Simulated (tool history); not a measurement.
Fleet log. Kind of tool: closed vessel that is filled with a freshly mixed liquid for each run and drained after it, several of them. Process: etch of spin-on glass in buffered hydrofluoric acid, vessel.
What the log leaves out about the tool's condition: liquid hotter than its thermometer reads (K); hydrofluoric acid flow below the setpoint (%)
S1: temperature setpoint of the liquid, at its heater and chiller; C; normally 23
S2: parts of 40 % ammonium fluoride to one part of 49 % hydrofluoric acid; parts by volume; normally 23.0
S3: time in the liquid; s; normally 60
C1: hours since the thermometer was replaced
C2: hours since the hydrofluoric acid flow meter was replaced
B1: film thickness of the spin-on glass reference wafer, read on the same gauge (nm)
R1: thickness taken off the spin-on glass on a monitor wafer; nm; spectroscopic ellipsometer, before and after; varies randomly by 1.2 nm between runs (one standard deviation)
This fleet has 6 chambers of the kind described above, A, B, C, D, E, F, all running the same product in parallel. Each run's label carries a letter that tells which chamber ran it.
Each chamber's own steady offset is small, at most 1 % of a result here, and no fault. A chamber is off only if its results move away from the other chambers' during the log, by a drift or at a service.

{"run": "1D", "hour": 6.0, "S1": 23, "S2": 23.0, "S3": 60, "C1": 196.2, "C2": 495.1, "B1": 129.99, "R1": 123.43}
{"run": "2C", "hour": 13.3, "S1": 23, "S2": 23.0, "S3": 60, "C1": 214.6, "C2": 115.0, "B1": 129.95, "R1": 122.6}
{"run": "3A", "hour": 18.0, "S1": 23, "S2": 23.0, "S3": 60, "C1": 311.9, "C2": 268.2, "B1": 130.0, "R1": 121.97}
{"run": "4F", "hour": 23.5, "S1": 23, "S2": 23.0, "S3": 60, "C1": 947.8, "C2": 34.7, "B1": 129.98, "R1": 122.26}
{"run": "5E", "hour": 28.0, "S1": 23, "S2": 23.0, "S3": 60, "C1": 111.7, "C2": 488.7, "B1": 129.99, "R1": 122.49}
{"run": "6B", "hour": 33.7, "S1": 23, "S2": 23.0, "S3": 60, "C1": 2253.0, "C2": 1693.4, "B1": 129.99, "R1": 123.25}
{"run": "7F", "hour": 39.1, "S1": 23, "S2": 23.0, "S3": 60, "C1": 963.4, "C2": 50.3, "B1": 130.02, "R1": 123.4}
{"run": "8B", "hour": 42.8, "S1": 23, "S2": 16.0, "S3": 85, "C1": 2262.1, "C2": 1702.5, "B1": 130.0, "R1": 235.45}
{"run": "9D", "hour": 49.4, "S1": 23, "S2": 16.0, "S3": 85, "C1": 239.6, "C2": 538.5, "B1": 130.0, "R1": 240.95}
{"run": "10A", "hour": 53.4, "S1": 23, "S2": 16.0, "S3": 85, "C1": 347.3, "C2": 303.6, "B1": 129.96, "R1": 234.33}
{"run": "11C", "hour": 58.2, "S1": 23, "S2": 16.0, "S3": 85, "C1": 259.5, "C2": 159.9, "B1": 129.98, "R1": 230.7}
{"run": "12E", "hour": 64.8, "S1": 23, "S2": 16.0, "S3": 85, "C1": 148.5, "C2": 525.5, "B1": 129.99, "R1": 237.42}
{"run": "13E", "hour": 68.8, "S1": 23, "S2": 16.0, "S3": 85, "C1": 152.5, "C2": 529.5, "B1": 129.99, "R1": 236.05}
{"run": "14F", "hour": 72.7, "S1": 23, "S2": 23.0, "S3": 60, "C1": 997.0, "C2": 83.9, "B1": 129.99, "R1": 124.77}
{"run": "15A", "hour": 78.7, "S1": 23, "S2": 23.0, "S3": 60, "C1": 372.6, "C2": 328.9, "B1": 130.02, "R1": 123.08}
{"run": "16C", "hour": 83.7, "S1": 23, "S2": 23.0, "S3": 60, "C1": 285.0, "C2": 185.4, "B1": 130.01, "R1": 122.19}
{"run": "17D", "hour": 90.4, "S1": 23, "S2": 23.0, "S3": 60, "C1": 280.6, "C2": 579.5, "B1": 130.01, "R1": 123.03}
{"run": "18B", "hour": 94.1, "S1": 23, "S2": 23.0, "S3": 60, "C1": 2313.4, "C2": 1753.8, "B1": 130.0, "R1": 121.91}
{"run": "19D", "hour": 99.1, "S1": 23, "S2": 17.5, "S3": 30, "C1": 289.3, "C2": 588.2, "B1": 129.98, "R1": 77.91}
{"run": "20A", "hour": 103.9, "S1": 23, "S2": 17.5, "S3": 30, "C1": 397.8, "C2": 354.1, "B1": 129.99, "R1": 79.811}
{"run": "21E", "hour": 108.8, "S1": 23, "S2": 17.5, "S3": 30, "C1": 192.5, "C2": 569.5, "B1": 130.0, "R1": 76.746}
{"run": "22B", "hour": 116.3, "S1": 23, "S2": 17.5, "S3": 30, "C1": 2335.6, "C2": 1776.0, "B1": 130.01, "R1": 75.482}
{"run": "23F", "hour": 120.6, "S1": 23, "S2": 17.5, "S3": 30, "C1": 1044.9, "C2": 131.8, "B1": 130.0, "R1": 79.015}
{"run": "24C", "hour": 127.1, "S1": 23, "S2": 17.5, "S3": 30, "C1": 328.4, "C2": 228.8, "B1": 130.0, "R1": 75.643}
{"run": "25A", "hour": 133.4, "S1": 23, "S2": 23.0, "S3": 60, "C1": 427.3, "C2": 383.6, "B1": 130.01, "R1": 129.58}
{"run": "26C", "hour": 139.0, "S1": 23, "S2": 23.0, "S3": 60, "C1": 340.3, "C2": 240.7, "B1": 129.99, "R1": 120.77}
{"run": "27B", "hour": 142.6, "S1": 23, "S2": 23.0, "S3": 60, "C1": 2361.9, "C2": 1802.3, "B1": 129.98, "R1": 121.59}
{"run": "28F", "hour": 148.9, "S1": 23, "S2": 23.0, "S3": 60, "C1": 1073.2, "C2": 160.1, "B1": 129.98, "R1": 122.54}
{"run": "29E", "hour": 154.5, "S1": 23, "S2": 23.0, "S3": 60, "C1": 238.2, "C2": 615.2, "B1": 130.02, "R1": 120.59}
{"run": "30D", "hour": 158.5, "S1": 26, "S2": 23.0, "S3": 40, "C1": 348.7, "C2": 647.6, "B1": 130.02, "R1": 95.469}
{"run": "31D", "hour": 162.8, "S1": 26, "S2": 23.0, "S3": 40, "C1": 353.0, "C2": 651.9, "B1": 130.04, "R1": 95.652}
{"run": "32A", "hour": 170.0, "S1": 26, "S2": 23.0, "S3": 40, "C1": 463.9, "C2": 420.2, "B1": 130.01, "R1": 102.81}
{"run": "33C", "hour": 176.9, "S1": 26, "S2": 23.0, "S3": 40, "C1": 378.2, "C2": 278.6, "B1": 130.02, "R1": 95.185}
{"run": "34E", "hour": 182.3, "S1": 26, "S2": 23.0, "S3": 40, "C1": 266.0, "C2": 643.0, "B1": 129.97, "R1": 96.515}
{"run": "35B", "hour": 186.0, "S1": 26, "S2": 23.0, "S3": 40, "C1": 2405.3, "C2": 1845.7, "B1": 129.97, "R1": 95.927}
{"run": "36F", "hour": 193.0, "S1": 23, "S2": 23.0, "S3": 60, "C1": 1117.3, "C2": 204.2, "B1": 129.97, "R1": 123.8}
{"run": "37F", "hour": 199.1, "S1": 23, "S2": 23.0, "S3": 60, "C1": 1123.4, "C2": 210.3, "B1": 130.02, "R1": 122.76}
{"run": "38D", "hour": 204.4, "S1": 23, "S2": 23.0, "S3": 60, "C1": 394.6, "C2": 693.5, "B1": 130.01, "R1": 123.07}
{"run": "39C", "hour": 209.1, "S1": 23, "S2": 23.0, "S3": 60, "C1": 410.4, "C2": 310.8, "B1": 130.01, "R1": 123.18}

Does one chamber stand apart from the rest, does the shared gauge drift, or is all well apart from small per-chamber offsets? Give the chamber and the most likely cause, where there is one.

Little by little, chamber A moves away from the other chambers.
Most likely cause: liquid hotter than its thermometer reads (K) = 2.22.

Here are 4 candidates for chamber A's next run, each the usual settings with a change, their results left as question marks. Which one brings its results back in line with what the others give on the usual settings?
In-line tolerance around the mean of the other chambers on the usual settings: R1 4.000 nm
{"run": "40A-1", "hour": 214.5, "S1": 22.5, "S2": 24.0, "S3": 50, "R1": "?"}
{"run": "40A-2", "hour": 214.5, "S1": 25.0, "S2": 23.0, "S3": 60, "R1": "?"}
{"run": "40A-3", "hour": 214.5, "S1": 27.5, "S2": 23.0, "S3": 60, "R1": "?"}
{"run": "40A-4", "hour": 214.5, "S1": 23.0, "S2": 23.5, "S3": 55, "R1": "?"}

Usual-settings mean across the other chambers: R1 122.640 nm
run=40A-1 R1=108.490
run=40A-2 R1=153.350
run=40A-3 R1=175.050
run=40A-4 R1=124.400
40A-4 brings the chamber back in line.

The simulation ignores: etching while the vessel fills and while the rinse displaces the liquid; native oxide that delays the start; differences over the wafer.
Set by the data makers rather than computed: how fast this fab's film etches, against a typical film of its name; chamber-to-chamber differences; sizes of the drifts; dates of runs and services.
